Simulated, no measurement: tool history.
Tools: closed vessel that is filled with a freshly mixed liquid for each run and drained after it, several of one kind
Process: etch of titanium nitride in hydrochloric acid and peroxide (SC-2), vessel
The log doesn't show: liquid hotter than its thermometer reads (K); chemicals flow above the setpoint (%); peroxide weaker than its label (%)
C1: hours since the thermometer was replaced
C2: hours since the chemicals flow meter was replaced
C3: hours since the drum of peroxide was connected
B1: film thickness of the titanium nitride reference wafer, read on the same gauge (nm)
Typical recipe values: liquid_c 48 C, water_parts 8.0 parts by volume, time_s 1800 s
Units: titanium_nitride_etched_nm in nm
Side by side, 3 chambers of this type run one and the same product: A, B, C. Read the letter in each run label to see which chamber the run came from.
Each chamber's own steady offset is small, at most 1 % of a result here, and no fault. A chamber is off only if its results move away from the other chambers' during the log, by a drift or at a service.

Run 1B, day 0.450: usual settings; C1 1697.4; C2 1188.2; C3 520.1; B1 109.99. Result: titanium_nitride_etched_nm 26.523 nm.
Run 2A, day 0.738: usual settings; C1 288.5; C2 890.8; C3 269.8; B1 110.04. Result: titanium_nitride_etched_nm 26.083 nm.
Run 3C, day 1.329: usual settings; C1 1671.2; C2 537.3; C3 224.8; B1 110.00. Result: titanium_nitride_etched_nm 25.783 nm.
Run 4A, day 1.833: usual settings; C1 314.8; C2 917.1; C3 296.1; B1 110.01. Result: titanium_nitride_etched_nm 26.292 nm.
Run 5B, day 2.267: usual settings; C1 1741.0; C2 1231.8; C3 563.7; B1 110.00. Result: titanium_nitride_etched_nm 26.310 nm.
Run 6C, day 2.683: usual settings; C1 1703.7; C2 569.8; C3 257.3; B1 110.00. Result: titanium_nitride_etched_nm 25.659 nm.
Run 7A, day 3.275: usual settings; C1 349.4; C2 951.7; C3 330.7; B1 110.02. Result: titanium_nitride_etched_nm 25.909 nm.
Run 8B, day 3.704: usual settings; C1 1775.5; C2 1266.3; C3 598.2; B1 110.00. Result: titanium_nitride_etched_nm 26.803 nm.
Run 9C, day 4.138: usual settings; C1 1738.6; C2 604.7; C3 292.2; B1 109.95. Result: titanium_nitride_etched_nm 26.152 nm.
Run 10A, day 4.450: usual settings; C1 377.6; C2 979.9; C3 358.9; B1 109.97. Result: titanium_nitride_etched_nm 26.566 nm.
Run 11C, day 5.017: usual settings; C1 1759.7; C2 625.8; C3 313.3; B1 110.01. Result: titanium_nitride_etched_nm 25.935 nm.
Run 12B, day 5.442: usual settings; C1 1817.2; C2 1308.0; C3 639.9; B1 109.99. Result: titanium_nitride_etched_nm 26.194 nm.
Run 13B, day 5.862: usual settings; C1 1827.3; C2 1318.1; C3 650.0; B1 110.05. Result: titanium_nitride_etched_nm 25.968 nm.
Run 14A, day 6.133: usual settings; C1 418.0; C2 1020.3; C3 399.3; B1 110.00. Result: titanium_nitride_etched_nm 26.333 nm.
Run 15C, day 6.667: usual settings; C1 1799.3; C2 665.4; C3 352.9; B1 110.03. Result: titanium_nitride_etched_nm 26.759 nm.
Run 16B, day 7.121: usual settings; C1 1857.5; C2 1348.3; C3 680.2; B1 110.03. Result: titanium_nitride_etched_nm 26.650 nm.
Run 17C, day 7.512: usual settings; C1 1819.6; C2 685.7; C3 373.2; B1 110.00. Result: titanium_nitride_etched_nm 27.075 nm.
Run 18A, day 7.883: usual settings; C1 460.0; C2 1062.3; C3 441.3; B1 109.96. Result: titanium_nitride_etched_nm 26.252 nm.
Run 19B, day 8.392: usual settings; C1 1888.0; C2 1378.8; C3 710.7; B1 110.01. Result: titanium_nitride_etched_nm 26.760 nm.
Run 20A, day 8.908: usual settings; C1 484.6; C2 1086.9; C3 465.9; B1 109.99. Result: titanium_nitride_etched_nm 25.849 nm.
Run 21C, day 9.200: usual settings but time_s 2195 s; C1 1860.1; C2 726.2; C3 413.7; B1 109.98. Result: titanium_nitride_etched_nm 33.633 nm.
At day 9.417: chamber B: new drum of peroxide connected.
Run 22C, day 9.704: usual settings but time_s 2195 s; C1 1872.2; C2 738.3; C3 425.8; B1 110.01. Result: titanium_nitride_etched_nm 34.300 nm.
Run 23B, day 10.275: usual settings but time_s 2195 s; C1 1933.2; C2 1424.0; C3 20.6; B1 110.00. Result: titanium_nitride_etched_nm 32.426 nm.
Run 24A, day 10.850: usual settings; C1 531.2; C2 1133.5; C3 512.5; B1 110.01. Result: titanium_nitride_etched_nm 26.293 nm.

The same settings go to every chamber for the next run, one line per chamber below. Forecast the results for each:
Run 25A, day 11.275: usual settings but water_parts 9.5 parts by volume. Result: titanium_nitride_etched_nm ?.
Run 25B, day 11.275: usual settings but water_parts 9.5 parts by volume. Result: titanium_nitride_etched_nm ?.
Run 25C, day 11.275: usual settings but water_parts 9.5 parts by volume. Result: titanium_nitride_etched_nm ?.

run  titanium_nitride_etched_nm
25A                      22.468
25B                      22.758
25C                      24.873

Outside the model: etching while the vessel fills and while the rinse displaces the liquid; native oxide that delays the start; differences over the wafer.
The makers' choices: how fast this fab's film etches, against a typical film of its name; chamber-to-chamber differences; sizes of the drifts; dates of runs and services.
